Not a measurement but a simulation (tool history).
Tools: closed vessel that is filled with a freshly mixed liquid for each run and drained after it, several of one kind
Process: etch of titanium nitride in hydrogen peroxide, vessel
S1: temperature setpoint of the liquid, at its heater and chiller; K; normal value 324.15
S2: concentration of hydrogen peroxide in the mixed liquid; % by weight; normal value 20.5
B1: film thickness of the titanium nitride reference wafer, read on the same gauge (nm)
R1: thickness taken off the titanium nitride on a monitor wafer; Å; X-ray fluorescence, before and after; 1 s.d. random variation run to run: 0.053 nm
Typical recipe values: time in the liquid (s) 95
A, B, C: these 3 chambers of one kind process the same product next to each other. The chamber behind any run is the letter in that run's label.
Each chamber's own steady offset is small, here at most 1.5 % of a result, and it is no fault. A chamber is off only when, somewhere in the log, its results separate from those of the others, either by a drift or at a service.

{"run": "1C", "hour": 6.8, "S1": 324.15, "S2": 20.5, "time in the liquid (s)": 95, "B1": 100.03, "R1": 72.976}
{"run": "2B", "hour": 10.5, "S1": 324.15, "S2": 20.5, "time in the liquid (s)": 95, "B1": 99.982, "R1": 73.745}
{"run": "3A", "hour": 14.1, "S1": 324.15, "S2": 20.5, "time in the liquid (s)": 95, "B1": 99.982, "R1": 72.911}
{"run": "4A", "hour": 19.7, "S1": 324.15, "S2": 20.5, "time in the liquid (s)": 95, "B1": 99.988, "R1": 73.131}
{"run": "5C", "hour": 24.4, "S1": 324.15, "S2": 20.5, "time in the liquid (s)": 95, "B1": 100.02, "R1": 74.258}
{"run": "6B", "hour": 30.1, "S1": 316.15, "S2": 20.5, "time in the liquid (s)": 140, "B1": 100, "R1": 59.42}
{"run": "7A", "hour": 35.9, "S1": 316.15, "S2": 20.5, "time in the liquid (s)": 140, "B1": 100.01, "R1": 61.244}
{"run": "8B", "hour": 38.9, "S1": 316.15, "S2": 20.5, "time in the liquid (s)": 140, "B1": 99.989, "R1": 59.59}
{"run": "9C", "hour": 44.4, "S1": 320.65, "S2": 26, "time in the liquid (s)": 95, "B1": 99.996, "R1": 59.676}
{"run": "10B", "hour": 49.6, "S1": 320.65, "S2": 26, "time in the liquid (s)": 95, "B1": 100.01, "R1": 60.602}
{"run": "11C", "hour": 53.3, "S1": 320.65, "S2": 26, "time in the liquid (s)": 95, "B1": 100.05, "R1": 59.522}
{"run": "12A", "hour": 59.9, "S1": 324.15, "S2": 20.5, "time in the liquid (s)": 95, "B1": 100, "R1": 73.266}
{"run": "13B", "hour": 64.3, "S1": 324.15, "S2": 20.5, "time in the liquid (s)": 95, "B1": 100.01, "R1": 73.98}
{"run": "14A", "hour": 71.0, "S1": 324.15, "S2": 20.5, "time in the liquid (s)": 150, "B1": 99.983, "R1": 116.54}
{"run": "15C", "hour": 76.1, "S1": 324.15, "S2": 20.5, "time in the liquid (s)": 150, "B1": 100, "R1": 115.47}
{"run": "16A", "hour": 81.2, "S1": 324.15, "S2": 20.5, "time in the liquid (s)": 150, "B1": 100.01, "R1": 116.77}
{"run": "17C", "hour": 87.8, "S1": 320.65, "S2": 26, "time in the liquid (s)": 95, "B1": 99.976, "R1": 60.066}
{"run": "18B", "hour": 94.1, "S1": 320.65, "S2": 26, "time in the liquid (s)": 95, "B1": 99.999, "R1": 62.269}
{"run": "19A", "hour": 97.2, "S1": 320.65, "S2": 26, "time in the liquid (s)": 95, "B1": 100.03, "R1": 60.665}
{"run": "20C", "hour": 100.9, "S1": 324.15, "S2": 20.5, "time in the liquid (s)": 95, "B1": 99.981, "R1": 73.021}
{"run": "21B", "hour": 107.2, "S1": 324.15, "S2": 20.5, "time in the liquid (s)": 95, "B1": 100.03, "R1": 76.434}
{"run": "22B", "hour": 111.3, "S1": 324.15, "S2": 20.5, "time in the liquid (s)": 95, "B1": 100.01, "R1": 76.646}
{"run": "23C", "hour": 115.3, "S1": 324.15, "S2": 20.5, "time in the liquid (s)": 95, "B1": 99.993, "R1": 72.239}
{"run": "24A", "hour": 121.2, "S1": 324.15, "S2": 20.5, "time in the liquid (s)": 95, "B1": 99.999, "R1": 73.662}
{"run": "25B", "hour": 125.2, "S1": 324.15, "S2": 20.5, "time in the liquid (s)": 95, "B1": 100.03, "R1": 77.581}
{"run": "26A", "hour": 131.8, "S1": 324.15, "S2": 20.5, "time in the liquid (s)": 95, "B1": 99.99, "R1": 74.041}
{"run": "27C", "hour": 137.2, "S1": 324.15, "S2": 20.5, "time in the liquid (s)": 50, "B1": 100, "R1": 38.263}
{"run": "28A", "hour": 140.3, "S1": 324.15, "S2": 20.5, "time in the liquid (s)": 50, "B1": 99.987, "R1": 39.434}
{"run": "29C", "hour": 144.9, "S1": 324.15, "S2": 20.5, "time in the liquid (s)": 50, "B1": 99.977, "R1": 38.129}
{"run": "30B", "hour": 151.5, "S1": 324.15, "S2": 20.5, "time in the liquid (s)": 95, "B1": 99.981, "R1": 78.453}
{"run": "31B", "hour": 157.2, "S1": 324.15, "S2": 20.5, "time in the liquid (s)": 95, "B1": 100, "R1": 78.83}
{"run": "32A", "hour": 163.3, "S1": 324.15, "S2": 20.5, "time in the liquid (s)": 95, "B1": 99.985, "R1": 73.546}

One chamber off, gauge drift, or nothing amiss beyond the chambers' own small offsets? If it is a chamber, which one, and what is the likeliest cause?

Chamber B drifts away from the others.
Most likely cause: liquid hotter than its thermometer reads (K) = 0.837.

Here are 4 candidates for chamber B's next run, each the usual settings with a change, their results left as question marks. Which one brings its results back in line with what the others give on the usual settings?
Counts as in line when no further than this from what the other chambers average on the usual settings: R1 1.9 Å
{"run": "33B-1", "hour": 168.3, "S1": 325.15, "S2": 20.5, "time in the liquid (s)": 100, "R1": "?"}
{"run": "33B-2", "hour": 168.3, "S1": 323.15, "S2": 20.5, "time in the liquid (s)": 95, "R1": "?"}
{"run": "33B-3", "hour": 168.3, "S1": 323.15, "S2": 20.5, "time in the liquid (s)": 90, "R1": "?"}
{"run": "33B-4", "hour": 168.3, "S1": 324.15, "S2": 27.5, "time in the liquid (s)": 95, "R1": "?"}

Average result of the remaining chambers running the usual settings: R1 73.328 Å
run=33B-1 R1=88.999
run=33B-2 R1=73.138
run=33B-3 R1=69.288
run=33B-4 R1=83.849
Change 33B-2 lands the chamber within the allowed miss of the other chambers.
